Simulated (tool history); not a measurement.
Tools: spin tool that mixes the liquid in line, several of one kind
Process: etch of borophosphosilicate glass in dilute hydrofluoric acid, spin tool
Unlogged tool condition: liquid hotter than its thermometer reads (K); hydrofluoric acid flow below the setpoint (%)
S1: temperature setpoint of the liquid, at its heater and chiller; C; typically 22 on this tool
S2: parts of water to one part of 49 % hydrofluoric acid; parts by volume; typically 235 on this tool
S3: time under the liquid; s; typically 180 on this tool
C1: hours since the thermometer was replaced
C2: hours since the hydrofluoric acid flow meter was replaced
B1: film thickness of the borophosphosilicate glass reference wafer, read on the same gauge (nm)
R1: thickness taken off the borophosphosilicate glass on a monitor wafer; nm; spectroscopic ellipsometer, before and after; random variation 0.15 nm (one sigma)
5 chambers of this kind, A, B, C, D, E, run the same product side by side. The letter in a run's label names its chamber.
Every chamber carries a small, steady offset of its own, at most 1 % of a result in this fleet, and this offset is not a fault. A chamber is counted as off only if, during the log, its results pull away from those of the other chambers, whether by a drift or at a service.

run	hour	S1	S2	S3	C1	C2	B1	R1
1A	8.9	22	235	180	741.1	327.7	69.998	32.167
2C	24	22	235	180	643.2	948	70.003	32.161
3B	37.3	22	235	180	758.4	710.1	70.002	32.308
4E	51.3	22	235	180	203.1	61.5	70.015	32.161
# hour 62.7: chamber B: thermometer replaced
5D	66.6	22	235	180	1143.6	761.9	69.991	32.344
6E	73.9	22	235	180	225.7	84.1	69.99	32.246
7C	82.9	27	235	280	702.1	1006.9	70.003	59.747
# hour 90: chamber C: hydrofluoric acid flow meter replaced
8B	97	27	235	280	34.4	769.8	70.007	59.887
9A	109	27	235	280	841.2	427.8	69.998	59.929
10D	117.2	27	235	280	1194.2	812.5	70.002	59.935
# hour 121: chamber A: hydrofluoric acid flow meter replaced
11C	132.5	27	235	280	751.7	42.6	69.98	59.641
12B	139.4	22	235	180	76.8	812.2	70.003	32.381
13A	148.3	22	235	180	880.5	27.4	70.014	32.262
14E	163.7	22	235	180	315.5	173.9	70	32.204
15D	171.2	22	235	180	1248.2	866.5	70.002	32.401
16E	180.7	22	235	180	332.5	190.9	70.004	32.495
17D	192.1	22	235	180	1269.1	887.4	69.99	32.306
18A	206.9	22	235	180	939.1	86	70.003	32.227
19B	215.3	25.5	235	215	152.7	888.1	70.006	43.829
20C	222.3	25.5	235	215	841.5	132.4	69.997	43.259
21E	230.3	25.5	235	215	382.1	240.5	70.015	43.681
22A	237.3	25.5	235	215	969.5	116.4	70.02	43.853
23C	249.7	25.5	235	215	868.9	159.8	69.987	43.432
24B	261.1	22	235	180	198.5	933.9	70.01	32.377
25D	273.4	22	145	230	1350.4	968.7	69.984	74.289
26D	282.6	22	145	230	1359.6	977.9	69.976	74.464
27C	293.9	22	145	230	913.1	204	70.006	73.678
28E	306.9	22	145	230	458.7	317.1	69.995	72.646
29A	316.7	22	145	230	1048.9	195.8	70.009	73.32
30B	331.9	22	235	180	269.3	1004.7	69.973	32.436
31C	340.1	22	235	180	959.3	250.2	70	32.392
# hour 342.9: chamber D: thermometer replaced
32B	348.4	22	235	180	285.8	1021.2	70.021	32.162
33D	361.3	22	235	180	18.5	1056.6	69.972	32.621
34A	368.1	22	235	180	1100.3	247.2	70.002	32.299
35E	378.6	22	235	180	530.4	388.8	70.008	32.079
36C	386.3	22	235	180	1005.5	296.4	69.995	32.239
37E	398.7	22	235	180	550.5	408.9	70.004	31.963
38B	413.1	22	235	180	350.5	1085.9	70.01	32.04
39A	423.4	22	350	180	1155.6	302.5	70.013	19.462
40D	433.5	22	350	180	90.7	1128.8	69.981	19.423
41E	446.9	22	350	180	598.7	457.1	69.994	19.398
42B	461.2	22	350	180	398.6	1134	69.996	19.468
43A	469.6	22	350	180	1201.8	348.7	70.001	19.327
44D	482.7	22	235	180	139.9	1178	69.997	32.458

All chambers now run identical settings, listed one chamber a line with results as question marks. What results will each chamber show?
45A	493.9	22	235	180				?
45B	493.9	22	235	180				?
45C	493.9	22	235	180				?
45D	493.9	22	235	180				?
45E	493.9	22	235	180				?

run	R1
45A	32.149
45B	32.203
45C	31.789
45D	32.408
45E	32.359

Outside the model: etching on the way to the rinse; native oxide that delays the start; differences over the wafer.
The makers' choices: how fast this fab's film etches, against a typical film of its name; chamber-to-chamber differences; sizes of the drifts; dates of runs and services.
